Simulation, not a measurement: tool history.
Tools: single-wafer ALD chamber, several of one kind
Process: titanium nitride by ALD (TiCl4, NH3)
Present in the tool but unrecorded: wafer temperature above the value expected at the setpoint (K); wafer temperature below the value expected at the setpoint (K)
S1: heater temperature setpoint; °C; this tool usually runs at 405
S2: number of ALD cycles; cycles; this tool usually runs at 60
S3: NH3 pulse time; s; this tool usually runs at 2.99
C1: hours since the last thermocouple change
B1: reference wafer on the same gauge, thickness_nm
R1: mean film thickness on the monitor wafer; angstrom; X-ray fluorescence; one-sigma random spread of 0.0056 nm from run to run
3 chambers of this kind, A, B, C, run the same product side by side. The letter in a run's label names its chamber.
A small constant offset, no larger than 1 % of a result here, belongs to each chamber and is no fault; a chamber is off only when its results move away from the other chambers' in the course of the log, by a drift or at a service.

Run 1B, hour 4.8: usual settings; C1 1102.6; B1 1.2497. Result: R1 13.419 angstrom.
Run 2A, hour 11.5: usual settings; C1 136.9; B1 1.2490. Result: R1 13.669 angstrom.
Run 3C, hour 19.9: usual settings; C1 1282.0; B1 1.2503. Result: R1 13.406 angstrom.
Run 4A, hour 25.5: usual settings; C1 150.9; B1 1.2505. Result: R1 13.603 angstrom.
Run 5C, hour 34.9: usual settings; C1 1297.0; B1 1.2501. Result: R1 13.464 angstrom.
Run 6B, hour 43.0: usual settings; C1 1140.8; B1 1.2505. Result: R1 13.486 angstrom.
Run 7C, hour 52.7: usual settings; C1 1314.8; B1 1.2496. Result: R1 13.473 angstrom.
Run 8A, hour 62.0: usual settings but S1 392 °C, S3 2.10 s; C1 187.4; B1 1.2496. Result: R1 13.313 angstrom.
Run 9B, hour 66.6: usual settings but S1 392 °C, S3 2.10 s; C1 1164.4; B1 1.2503. Result: R1 13.146 angstrom.
Run 10A, hour 72.9: usual settings but S1 392 °C, S3 2.10 s; C1 198.3; B1 1.2499. Result: R1 13.291 angstrom.
Run 11C, hour 78.7: usual settings; C1 1340.8; B1 1.2492. Result: R1 13.309 angstrom.
Run 12B, hour 84.4: usual settings but S1 411 °C; C1 1182.2; B1 1.2511. Result: R1 13.465 angstrom.
Run 13A, hour 91.4: usual settings but S1 411 °C; C1 216.8; B1 1.2487. Result: R1 13.577 angstrom.
Run 14B, hour 101.0: usual settings but S1 411 °C; C1 1198.8; B1 1.2498. Result: R1 13.451 angstrom.
Run 15C, hour 108.0: usual settings; C1 1370.1; B1 1.2491. Result: R1 13.400 angstrom.
Run 16A, hour 114.8: usual settings; C1 240.2; B1 1.2482. Result: R1 13.524 angstrom.
Run 17C, hour 120.2: usual settings; C1 1382.3; B1 1.2502. Result: R1 13.362 angstrom.
Run 18B, hour 128.8: usual settings; C1 1226.6; B1 1.2491. Result: R1 13.365 angstrom.
Run 19B, hour 134.3: usual settings but S1 419 °C, S3 2.51 s; C1 1232.1; B1 1.2500. Result: R1 13.405 angstrom.
Run 20C, hour 139.7: usual settings but S1 419 °C, S3 2.51 s; C1 1401.8; B1 1.2501. Result: R1 13.363 angstrom.
Run 21A, hour 149.1: usual settings but S1 419 °C, S3 2.51 s; C1 274.5; B1 1.2517. Result: R1 13.558 angstrom.
Run 22C, hour 155.8: usual settings; C1 1417.9; B1 1.2493. Result: R1 13.406 angstrom.
Run 23B, hour 162.1: usual settings but S2 65 cycles; C1 1259.9; B1 1.2504. Result: R1 14.510 angstrom.
Run 24A, hour 168.7: usual settings but S2 65 cycles; C1 294.1; B1 1.2504. Result: R1 14.694 angstrom.
Run 25A, hour 178.0: usual settings but S2 65 cycles; C1 303.4; B1 1.2489. Result: R1 14.736 angstrom.
Run 26B, hour 183.4: usual settings; C1 1281.2; B1 1.2490. Result: R1 13.446 angstrom.
Run 27C, hour 192.1: usual settings; C1 1454.2; B1 1.2509. Result: R1 13.470 angstrom.
Run 28A, hour 198.1: usual settings but S2 65 cycles, S3 2.26 s; C1 323.5; B1 1.2489. Result: R1 14.510 angstrom.
Run 29B, hour 206.5: usual settings but S2 65 cycles, S3 2.26 s; C1 1304.3; B1 1.2506. Result: R1 14.373 angstrom.
Run 30C, hour 212.6: usual settings but S2 65 cycles, S3 2.26 s; C1 1474.7; B1 1.2496. Result: R1 14.420 angstrom.
Run 31A, hour 217.1: usual settings; C1 342.5; B1 1.2512. Result: R1 13.551 angstrom.
Run 32B, hour 222.1: usual settings; C1 1319.9; B1 1.2503. Result: R1 13.554 angstrom.
Run 33C, hour 231.9: usual settings; C1 1494.0; B1 1.2503. Result: R1 13.436 angstrom.
Run 34C, hour 238.2: usual settings; C1 1500.3; B1 1.2486. Result: R1 13.412 angstrom.
Run 35A, hour 246.8: usual settings; C1 372.2; B1 1.2485. Result: R1 13.461 angstrom.
Run 36B, hour 255.1: usual settings; C1 1352.9; B1 1.2493. Result: R1 13.576 angstrom.
Run 37C, hour 262.5: usual settings; C1 1524.6; B1 1.2498. Result: R1 13.436 angstrom.
Run 38B, hour 269.0: usual settings but S2 56 cycles; C1 1366.8; B1 1.2514. Result: R1 12.547 angstrom.
Run 39A, hour 275.2: usual settings but S2 56 cycles; C1 400.6; B1 1.2501. Result: R1 12.649 angstrom.
Run 40C, hour 281.7: usual settings but S2 56 cycles; C1 1543.8; B1 1.2504. Result: R1 12.539 angstrom.
Run 41A, hour 286.0: usual settings; C1 411.4; B1 1.2504. Result: R1 13.516 angstrom.
Run 42B, hour 291.3: usual settings; C1 1389.1; B1 1.2506. Result: R1 13.438 angstrom.
Run 43C, hour 297.4: usual settings; C1 1559.5; B1 1.2493. Result: R1 13.360 angstrom.

Is one chamber out of step, is the gauge drifting, or do the chambers differ by no more than their own small offsets? For an off chamber, give its letter and the likeliest cause.

No chamber stands off beyond its own small offset, and the gauge holds steady.
